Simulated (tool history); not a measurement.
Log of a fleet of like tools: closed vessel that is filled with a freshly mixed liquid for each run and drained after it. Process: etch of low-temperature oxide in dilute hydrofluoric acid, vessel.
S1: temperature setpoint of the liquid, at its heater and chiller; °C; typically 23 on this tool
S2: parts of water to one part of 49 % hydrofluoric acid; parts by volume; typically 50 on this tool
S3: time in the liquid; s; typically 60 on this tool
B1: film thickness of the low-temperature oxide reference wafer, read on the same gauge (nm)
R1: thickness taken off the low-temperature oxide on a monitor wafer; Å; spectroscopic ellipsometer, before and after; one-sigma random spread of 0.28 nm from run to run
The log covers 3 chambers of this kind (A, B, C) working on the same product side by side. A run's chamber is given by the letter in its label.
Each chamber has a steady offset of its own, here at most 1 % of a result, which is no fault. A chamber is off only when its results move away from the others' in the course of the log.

run	hour	S1	S2	S3	B1	R1
1B	6.2	23	50	60	140	285.52
2A	13.2	23	50	60	139.99	286.16
3C	20	23	50	60	140	290.68
4B	23.9	23	50	60	140.01	287.31
5C	31.7	23	50	60	139.98	293.65
6A	36.9	23	50	60	139.98	290.45
7A	43.5	23	50	45	140.04	217.82
8C	52	23	50	45	139.98	224.08
9B	59.4	23	50	45	140.03	218.97
10C	67.9	23	50	60	139.94	305.41
11B	71.7	23	50	60	140.02	287.95
12A	77.9	23	50	60	140.03	288.91
13B	83	23	50	60	140.01	283.47
14A	90.2	23	50	60	140	287.02
15C	96.8	23	50	60	140	312.74
16C	101.4	23	50	60	140.01	313
17A	109.1	23	50	60	140.03	282.44
18B	116	23	50	60	139.99	290.79
19A	122.3	23	50	50	139.98	241.84
20B	128	23	50	50	139.96	234.7
21C	135.6	23	50	50	139.96	270.55

Is one chamber off against the others, does the gauge drift, or is nothing wrong? If a chamber is off, say which, and what the likeliest cause is.

Little by little, chamber C moves away from the other chambers.
Most likely cause: hydrofluoric acid flow above the setpoint (%) = 12.6.
The log might look much the same if the cause were instead: liquid hotter than its thermometer reads (K).

Here are 4 candidates for chamber C's next run, each the usual settings with a change, their results left as question marks. Which one brings its results back in line with what the others give on the usual settings?
In-line tolerance around the mean of the other chambers on the usual settings: R1 9.8 Å
22C-1	141.9	20	50	60		?
22C-2	141.9	23.5	45	60		?
22C-3	141.9	22	50	60		?
22C-4	141.9	24	50	60		?

Mean of the other chambers on the usual settings: R1 286.93 Å
run	R1
22C-1	289.16
22C-2	375.25
22C-3	315.1
22C-4	342.77
The right change is 22C-1: it brings the chamber back within the allowed miss of the others.
